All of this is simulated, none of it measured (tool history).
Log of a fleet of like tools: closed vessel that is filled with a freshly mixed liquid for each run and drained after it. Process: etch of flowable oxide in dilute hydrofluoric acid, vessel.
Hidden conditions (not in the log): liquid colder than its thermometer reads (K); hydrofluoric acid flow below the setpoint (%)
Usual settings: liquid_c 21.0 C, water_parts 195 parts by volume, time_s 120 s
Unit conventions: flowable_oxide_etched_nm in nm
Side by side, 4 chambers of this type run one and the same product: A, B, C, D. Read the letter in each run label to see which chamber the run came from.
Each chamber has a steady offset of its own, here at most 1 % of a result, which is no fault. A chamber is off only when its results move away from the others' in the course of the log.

run	day	liquid_c	water_parts	time_s	hours since the thermometer was replaced	hours since the hydrofluoric acid flow meter was replaced	read-back film thickness of the flowable oxide reference wafer, read on the same gauge (nm)	flowable_oxide_etched_nm
1A	0.362	21.0	195	120	890.0	805.7	129.99	10.1350
2D	0.804	21.0	195	120	547.1	299.8	129.99	10.1130
3B	1.133	21.0	195	120	197.4	102.9	130.00	10.1380
4C	1.392	21.0	195	120	336.2	850.0	130.00	10.2440
5A	1.704	19.5	195	120	922.2	837.9	129.98	9.6795
6D	2.029	19.5	195	120	576.5	329.2	130.00	9.4706
7C	2.275	19.5	195	120	357.4	871.2	129.99	9.7358
8B	2.588	19.5	195	120	232.3	137.8	129.99	9.5926
9A	2.967	21.0	195	120	952.5	868.2	130.00	10.2170
10C	3.167	21.0	195	95	378.8	892.6	130.00	8.1076
# day 3.250: chamber A: thermometer replaced
11D	3.446	21.0	195	95	610.5	363.2	130.02	7.8547
# day 3.475: chamber C: hydrofluoric acid flow meter replaced
# day 3.642: chamber A: hydrofluoric acid flow meter replaced
12B	3.679	21.0	195	95	258.5	164.0	130.01	8.0113
13D	4.062	21.0	195	95	625.3	378.0	129.99	7.8459
14C	4.392	21.0	195	120	408.2	22.0	130.01	10.2870
15A	4.721	21.0	195	120	35.3	25.9	129.96	10.2910
16B	4.954	21.0	195	120	289.1	194.6	129.97	10.1050
17B	5.254	21.0	195	120	296.3	201.8	130.02	10.1850
18D	5.454	21.0	195	120	658.7	411.4	129.97	9.6292
19A	5.796	21.0	195	120	61.1	51.7	129.98	10.2180
20C	6.217	21.0	195	120	452.0	65.8	130.01	10.2670
21D	6.650	21.0	195	120	687.4	440.1	129.97	9.6573
22B	6.850	21.0	195	120	334.6	240.1	130.01	10.0850
23C	7.042	21.0	195	120	471.8	85.6	130.00	10.3380
24A	7.483	21.0	195	120	101.6	92.2	130.01	10.2610

Next, all 4 chambers run the settings below, one line each with question marks for the results. What does each chamber give?
25A	7.796	21.0	195	95				?
25B	7.796	21.0	195	95				?
25C	7.796	21.0	195	95				?
25D	7.796	21.0	195	95				?

run	flowable_oxide_etched_nm
25A	8.0338
25B	8.0177
25C	8.1388
25D	7.4900
